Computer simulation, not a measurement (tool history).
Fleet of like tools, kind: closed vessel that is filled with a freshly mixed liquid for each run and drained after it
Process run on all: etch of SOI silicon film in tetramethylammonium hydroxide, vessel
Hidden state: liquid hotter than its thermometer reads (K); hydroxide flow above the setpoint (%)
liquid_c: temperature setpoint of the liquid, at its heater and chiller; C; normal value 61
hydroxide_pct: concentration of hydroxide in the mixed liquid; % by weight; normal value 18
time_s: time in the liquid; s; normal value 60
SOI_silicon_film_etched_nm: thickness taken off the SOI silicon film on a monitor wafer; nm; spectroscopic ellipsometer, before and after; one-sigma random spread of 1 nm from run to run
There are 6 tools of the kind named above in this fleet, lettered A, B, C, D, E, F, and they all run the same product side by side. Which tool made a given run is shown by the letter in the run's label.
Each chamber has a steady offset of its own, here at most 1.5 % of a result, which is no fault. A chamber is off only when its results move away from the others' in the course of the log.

| run | hour | liquid_c | hydroxide_pct | time_s | hours since the thermometer was replaced | hours since the hydroxide flow meter was replaced | read-back film thickness of the SOI silicon film reference wafer, read on the same gauge (nm) | SOI_silicon_film_etched_nm |
|---|---|---|---|---|---|---|---|---|
| 1A | 5.8 | 61 | 18 | 60 | 1899 | 1350.7 | 130 | 202.62 |
| 2B | 10.2 | 61 | 18 | 60 | 524.8 | 602 | 129.98 | 200.96 |
| 3C | 17.3 | 61 | 18 | 60 | 49.8 | 1537.6 | 129.99 | 203.97 |
| 4E | 23.4 | 61 | 18 | 60 | 975.5 | 839.2 | 129.99 | 203.96 |
| 5D | 28 | 61 | 18 | 60 | 334.3 | 210.3 | 130.01 | 203.01 |
| 6F | 34.6 | 61 | 18 | 60 | 218.9 | 1097.1 | 130.03 | 200.65 |
|  | 37.1 | chamber E: thermometer replaced |
| 7F | 42 | 61 | 18 | 60 | 226.3 | 1104.5 | 129.99 | 200.66 |
| 8D | 50.1 | 61 | 18 | 60 | 356.4 | 232.4 | 129.99 | 201.65 |
| 9C | 58.5 | 61 | 18 | 60 | 91 | 1578.8 | 129.99 | 203.59 |
| 10B | 67.8 | 61 | 18 | 60 | 582.4 | 659.6 | 129.99 | 198.81 |
| 11A | 75.2 | 61 | 18 | 60 | 1968.4 | 1420.1 | 130.03 | 206.07 |
| 12E | 80 | 61 | 18 | 60 | 43 | 895.8 | 129.99 | 206.63 |
| 13E | 88.2 | 61 | 18 | 60 | 51.2 | 904 | 130.04 | 203.53 |
| 14F | 93 | 61 | 18 | 60 | 277.3 | 1155.5 | 130.01 | 202.41 |
| 15D | 99.6 | 58.5 | 18 | 40 | 405.9 | 281.9 | 129.99 | 114.83 |
| 16A | 107.9 | 58.5 | 18 | 40 | 2001.1 | 1452.8 | 129.96 | 116.63 |
| 17B | 112.8 | 58.5 | 18 | 40 | 627.4 | 704.6 | 130.01 | 112.98 |
| 18C | 121.7 | 58.5 | 18 | 40 | 154.2 | 1642 | 129.97 | 116.59 |
| 19E | 126.4 | 58.5 | 18 | 40 | 89.4 | 942.2 | 129.99 | 115.57 |
| 20B | 134.9 | 58.5 | 18 | 40 | 649.5 | 726.7 | 129.98 | 112.72 |
| 21D | 142.4 | 61 | 18 | 60 | 448.7 | 324.7 | 130.04 | 201.27 |
| 22C | 147.5 | 61 | 18 | 60 | 180 | 1667.8 | 129.98 | 203.72 |
| 23A | 152.1 | 61 | 18 | 60 | 2045.3 | 1497 | 129.98 | 206.64 |
| 24F | 159.3 | 61 | 18 | 60 | 343.6 | 1221.8 | 130.01 | 203.42 |
| 25E | 163.8 | 61 | 18 | 60 | 126.8 | 979.6 | 129.99 | 204.98 |
| 26C | 169.1 | 53.5 | 21 | 60 | 201.6 | 1689.4 | 130.01 | 119 |
| 27A | 177.7 | 53.5 | 21 | 60 | 2070.9 | 1522.6 | 129.99 | 117.23 |
| 28B | 183.4 | 53.5 | 21 | 60 | 698 | 775.2 | 130.02 | 111.95 |
| 29F | 188.7 | 53.5 | 21 | 60 | 373 | 1251.2 | 129.97 | 116.13 |
| 30D | 195.7 | 53.5 | 21 | 60 | 502 | 378 | 129.98 | 117.03 |
| 31C | 201.9 | 53.5 | 21 | 60 | 234.4 | 1722.2 | 129.96 | 117.34 |
| 32F | 210.2 | 61 | 18 | 60 | 394.5 | 1272.7 | 129.99 | 202.23 |
| 33E | 218.4 | 61 | 18 | 60 | 181.4 | 1034.2 | 130.01 | 204.11 |
| 34B | 225.7 | 56.5 | 15 | 60 | 740.3 | 817.5 | 130.02 | 157.09 |
| 35A | 232.3 | 56.5 | 15 | 60 | 2125.5 | 1577.2 | 130 | 163.33 |
| 36D | 240.9 | 56.5 | 15 | 60 | 547.2 | 423.2 | 129.98 | 163.79 |
| 37A | 248.6 | 56.5 | 15 | 60 | 2141.8 | 1593.5 | 130 | 162.66 |
| 38D | 254.6 | 56.5 | 15 | 60 | 560.9 | 436.9 | 129.98 | 161.85 |
| 39E | 263.3 | 56.5 | 15 | 60 | 226.3 | 1079.1 | 129.97 | 162.39 |
| 40C | 268.6 | 61 | 18 | 60 | 301.1 | 1788.9 | 130.02 | 204.61 |
| 41F | 274.5 | 61 | 18 | 60 | 458.8 | 1337 | 130.02 | 202.56 |
| 42B | 279.8 | 61 | 18 | 60 | 794.4 | 871.6 | 129.98 | 194.9 |

Does one chamber stand apart from the rest, does the shared gauge drift, or is all well apart from small per-chamber offsets? Give the chamber and the most likely cause, where there is one.

It is chamber B that slowly wanders off from its peers.
Likeliest cause: hydroxide flow above the setpoint (%) = 8.
From this log alone, it may not be told apart from: liquid colder than its thermometer reads (K).

Below are 4 candidate recipes for chamber B's next run, each the usual settings with a change, their results shown as question marks. Which of them brings B's results back in line with what the other chambers give on the usual settings?
Allowed miss from the other chambers' usual-settings mean, per result, to count as in line: SOI_silicon_film_etched_nm 3.5 nm
| 43B-1 | 286.8 | 61 | 17.5 | 65 |  |  |  | ? |
| 43B-2 | 286.8 | 61 | 16 | 60 |  |  |  | ? |
| 43B-3 | 286.8 | 61 | 20 | 60 |  |  |  | ? |
| 43B-4 | 286.8 | 59.5 | 18 | 60 |  |  |  | ? |

Usual-settings mean across the other chambers: SOI_silicon_film_etched_nm 203.19 nm
| run | SOI_silicon_film_etched_nm |
|---|---|
| 43B-1 | 212.61 |
| 43B-2 | 203.49 |
| 43B-3 | 184.21 |
| 43B-4 | 176.32 |
The answer is 43B-2, which returns the chamber to within the allowed miss of the others.
